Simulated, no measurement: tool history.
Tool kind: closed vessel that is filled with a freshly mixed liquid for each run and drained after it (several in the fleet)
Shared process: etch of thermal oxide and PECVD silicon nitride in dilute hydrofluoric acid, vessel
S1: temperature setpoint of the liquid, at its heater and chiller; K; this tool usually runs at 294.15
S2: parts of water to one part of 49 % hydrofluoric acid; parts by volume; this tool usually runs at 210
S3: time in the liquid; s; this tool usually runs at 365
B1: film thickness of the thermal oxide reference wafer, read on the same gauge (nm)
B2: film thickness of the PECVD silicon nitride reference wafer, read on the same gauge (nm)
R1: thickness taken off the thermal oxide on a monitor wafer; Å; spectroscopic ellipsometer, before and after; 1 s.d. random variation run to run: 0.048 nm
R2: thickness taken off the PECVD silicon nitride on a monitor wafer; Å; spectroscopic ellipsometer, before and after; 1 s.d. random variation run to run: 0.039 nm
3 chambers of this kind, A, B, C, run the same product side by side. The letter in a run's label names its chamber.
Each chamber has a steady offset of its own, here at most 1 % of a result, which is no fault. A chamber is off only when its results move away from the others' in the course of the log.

{"run": "1B", "hour": 3.3, "S1": 294.15, "S2": 210, "S3": 365, "B1": 60.011, "B2": 70.008, "R1": 65.502, "R2": 25.228}
{"run": "2C", "hour": 6.3, "S1": 294.15, "S2": 210, "S3": 365, "B1": 59.992, "B2": 70.025, "R1": 63.0, "R2": 24.387}
{"run": "3A", "hour": 10.0, "S1": 294.15, "S2": 210, "S3": 365, "B1": 60.015, "B2": 70.008, "R1": 63.797, "R2": 25.085}
{"run": "4A", "hour": 14.0, "S1": 294.15, "S2": 210, "S3": 365, "B1": 59.973, "B2": 70.019, "R1": 63.968, "R2": 24.862}
{"hour": 14.2, "done": "chamber A: hydrofluoric acid flow meter replaced"}
{"run": "5C", "hour": 16.2, "S1": 294.15, "S2": 210, "S3": 365, "B1": 59.988, "B2": 70.001, "R1": 62.792, "R2": 24.873}
{"run": "6B", "hour": 18.3, "S1": 294.15, "S2": 210, "S3": 365, "B1": 60.02, "B2": 70.0, "R1": 64.8, "R2": 25.086}
{"run": "7C", "hour": 20.9, "S1": 294.15, "S2": 305, "S3": 475, "B1": 59.991, "B2": 69.994, "R1": 51.612, "R2": 21.94}
{"run": "8A", "hour": 24.0, "S1": 294.15, "S2": 305, "S3": 475, "B1": 60.022, "B2": 70.007, "R1": 52.725, "R2": 22.542}
{"run": "9B", "hour": 26.0, "S1": 294.15, "S2": 305, "S3": 475, "B1": 60.005, "B2": 70.012, "R1": 52.962, "R2": 22.335}
{"run": "10C", "hour": 28.1, "S1": 294.15, "S2": 210, "S3": 365, "B1": 59.991, "B2": 69.999, "R1": 64.485, "R2": 24.322}
{"run": "11B", "hour": 31.9, "S1": 294.15, "S2": 210, "S3": 365, "B1": 59.991, "B2": 69.991, "R1": 65.103, "R2": 24.876}
{"run": "12A", "hour": 35.8, "S1": 294.15, "S2": 210, "S3": 365, "B1": 60.019, "B2": 70.025, "R1": 62.509, "R2": 24.334}
{"run": "13B", "hour": 40.1, "S1": 294.15, "S2": 210, "S3": 365, "B1": 59.995, "B2": 69.994, "R1": 64.419, "R2": 24.495}
{"run": "14A", "hour": 42.1, "S1": 294.15, "S2": 210, "S3": 365, "B1": 60.004, "B2": 69.986, "R1": 61.993, "R2": 23.07}
{"run": "15C", "hour": 44.8, "S1": 294.15, "S2": 210, "S3": 365, "B1": 60.002, "B2": 69.976, "R1": 62.751, "R2": 25.497}
{"run": "16C", "hour": 48.5, "S1": 294.15, "S2": 210, "S3": 365, "B1": 59.986, "B2": 69.988, "R1": 64.065, "R2": 24.755}
{"run": "17B", "hour": 51.0, "S1": 294.15, "S2": 210, "S3": 365, "B1": 60.014, "B2": 70.009, "R1": 65.55, "R2": 25.728}
{"run": "18A", "hour": 53.8, "S1": 294.15, "S2": 210, "S3": 365, "B1": 59.987, "B2": 69.971, "R1": 60.697, "R2": 22.695}
{"run": "19C", "hour": 57.9, "S1": 294.15, "S2": 210, "S3": 365, "B1": 59.999, "B2": 70.014, "R1": 63.842, "R2": 24.518}
{"run": "20A", "hour": 61.5, "S1": 294.15, "S2": 210, "S3": 365, "B1": 60.019, "B2": 69.993, "R1": 61.059, "R2": 22.372}
{"hour": 62.8, "done": "chamber B: hydrofluoric acid flow meter replaced"}
{"run": "21B", "hour": 64.5, "S1": 294.15, "S2": 210, "S3": 365, "B1": 60.022, "B2": 69.988, "R1": 64.749, "R2": 24.682}
{"run": "22C", "hour": 66.5, "S1": 298.15, "S2": 210, "S3": 520, "B1": 60.005, "B2": 69.993, "R1": 105.18, "R2": 44.964}
{"run": "23B", "hour": 69.2, "S1": 298.15, "S2": 210, "S3": 520, "B1": 60.01, "B2": 69.989, "R1": 107.23, "R2": 46.431}
{"run": "24A", "hour": 71.4, "S1": 298.15, "S2": 210, "S3": 520, "B1": 60.009, "B2": 70.017, "R1": 101.22, "R2": 41.175}
{"run": "25B", "hour": 74.5, "S1": 294.15, "S2": 210, "S3": 365, "B1": 59.958, "B2": 69.997, "R1": 64.902, "R2": 24.764}
{"run": "26A", "hour": 77.4, "S1": 294.15, "S2": 150, "S3": 365, "B1": 59.999, "B2": 70.008, "R1": 90.163, "R2": 30.876}
{"run": "27C", "hour": 80.2, "S1": 294.15, "S2": 150, "S3": 365, "B1": 60.0, "B2": 69.989, "R1": 95.316, "R2": 34.353}
{"run": "28C", "hour": 82.9, "S1": 294.15, "S2": 150, "S3": 365, "B1": 60.018, "B2": 70.01, "R1": 93.783, "R2": 33.498}
{"run": "29A", "hour": 86.0, "S1": 294.15, "S2": 210, "S3": 365, "B1": 59.996, "B2": 69.963, "R1": 58.764, "R2": 21.54}

Is one chamber off against the others, does the gauge drift, or is nothing wrong? If a chamber is off, say which, and what the likeliest cause is.

Chamber A drifts away from the others.
Most likely cause: liquid colder than its thermometer reads (K) = 2.17.

Which of the 4 candidates below, each the usual settings with something changed and its results left as question marks, puts chamber A back in line with what the other chambers give on the usual settings?
Allowed miss from the other chambers' usual-settings mean, per result, to count as in line: R1 1.700 Å; R2 1.400 Å
{"run": "30A-1", "hour": 89.3, "S1": 294.65, "S2": 215, "S3": 375, "R1": "?", "R2": "?"}
{"run": "30A-2", "hour": 89.3, "S1": 292.65, "S2": 200, "S3": 335, "R1": "?", "R2": "?"}
{"run": "30A-3", "hour": 89.3, "S1": 293.65, "S2": 205, "S3": 355, "R1": "?", "R2": "?"}
{"run": "30A-4", "hour": 89.3, "S1": 295.65, "S2": 220, "S3": 395, "R1": "?", "R2": "?"}

The mean the other chambers reach with the usual settings: R1 64.041 Å; R2 24.715 Å
run=30A-1 R1=59.964 R2=22.131
run=30A-2 R1=53.944 R2=18.523
run=30A-3 R1=57.770 R2=20.508
run=30A-4 R1=63.854 R2=24.353
Change 30A-4 lands the chamber within the allowed miss of the other chambers.
